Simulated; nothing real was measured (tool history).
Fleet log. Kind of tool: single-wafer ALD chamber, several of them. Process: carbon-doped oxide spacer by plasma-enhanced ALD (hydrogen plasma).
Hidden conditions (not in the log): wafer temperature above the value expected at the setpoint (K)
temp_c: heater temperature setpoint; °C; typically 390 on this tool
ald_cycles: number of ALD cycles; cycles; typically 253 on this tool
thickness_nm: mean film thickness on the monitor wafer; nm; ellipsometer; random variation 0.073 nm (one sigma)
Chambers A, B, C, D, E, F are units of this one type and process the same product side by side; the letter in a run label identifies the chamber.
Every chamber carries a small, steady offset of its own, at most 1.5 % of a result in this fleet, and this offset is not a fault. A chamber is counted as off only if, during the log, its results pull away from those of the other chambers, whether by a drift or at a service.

run     day  temp_c  ald_cycles  hours since the last thermocouple change  read-back reference wafer on the same gauge, thickness_nm  thickness_nm
 1B   0.546     390         253                                     890.3                                                     15.085        12.478
 2E   0.854     390         253                                     664.9                                                     15.079         12.52
 3A   1.429     390         253                                     238.2                                                     15.097        12.734
 4D   1.808     390         253                                     520.7                                                     15.096        12.585
 5F   2.162     385         287                                     846.3                                                      15.09         14.59
 6C   2.554     385         287                                       687                                                       15.1        14.212
 7C   3.025     385         287                                     698.3                                                     15.097        14.229
 8B   3.604     385         287                                     963.7                                                     15.105         14.25
 9D   4.108     385         287                                     575.9                                                     15.113        14.593
10A   4.392     385         287                                     309.3                                                     15.085        14.479
11F   4.933     390         253                                     912.8                                                     15.125        12.772
12E   5.471     390         253                                     775.7                                                     15.121         12.66
13B   5.808     390         253                                    1016.6                                                      15.09        12.649
14D   6.146     390         253                                     624.8                                                     15.099        12.689
15E   6.529     390         253                                     801.1                                                       15.1        12.691
16A   7.079     390         253                                     373.8                                                     15.106         12.73
      7.092  -- chamber B: thermocouple changed; heater temperature recalibrated
17F   7.683     390         253                                     978.8                                                     15.113        12.829
18C    8.15     390         253                                     821.3                                                     15.107        12.423
19A   8.625     390         253                                     410.9                                                     15.068          12.7
20C   9.062     390         253                                     843.2                                                     15.105         12.55
21B   9.667     390         253                                      61.9                                                     15.091        12.512
22E   9.946     390         253                                     883.1                                                      15.11        12.612
23D  10.496     390         253                                     729.2                                                     15.112        12.917
24F  10.804     390         253                                    1053.7                                                     15.099        12.848
25E  11.212     390         253                                     913.5                                                     15.085        12.687
     11.421  -- chamber E: thermocouple changed; heater temperature recalibrated
26C  11.679     390         253                                       906                                                     15.116        12.612
27F  12.242     390         253                                    1088.2                                                     15.087        12.857
28D  12.621     390         253                                     780.2                                                     15.115        12.733
29B  12.921     390         253                                       140                                                     15.085        12.519
30A  13.542     390         253                                     528.9                                                     15.106         12.66
31B  13.921     390         253                                       164                                                     15.098        12.576
32C  14.375     390         253                                     970.7                                                     15.129        12.559
33A  14.829     395         232                                     559.8                                                     15.076        11.589
34E    15.3     395         232                                      93.2                                                     15.102        11.491
35F  15.729     395         232                                    1171.9                                                     15.121        11.658
36D  16.029     395         232                                       862                                                     15.096        11.646
37B  16.575     395         232                                     227.7                                                     15.099         11.48
38E  16.958     395         232                                       133                                                     15.103        11.618
39C  17.446     390         253                                    1044.4                                                     15.095        12.622
40A  17.954     390         253                                     634.8                                                     15.107        12.734
41D  18.325     390         253                                     917.1                                                     15.092        12.765

Next, every chamber runs the same settings. What will each give?
42A  18.788     390         253                                                                                                                  ?
42B  18.788     390         253                                                                                                                  ?
42C  18.788     390         253                                                                                                                  ?
42D  18.788     390         253                                                                                                                  ?
42E  18.788     390         253                                                                                                                  ?
42F  18.788     390         253                                                                                                                  ?

run  thickness_nm
42A        12.669
42B        12.558
42C        12.545
42D        12.765
42E        12.664
42F        12.717

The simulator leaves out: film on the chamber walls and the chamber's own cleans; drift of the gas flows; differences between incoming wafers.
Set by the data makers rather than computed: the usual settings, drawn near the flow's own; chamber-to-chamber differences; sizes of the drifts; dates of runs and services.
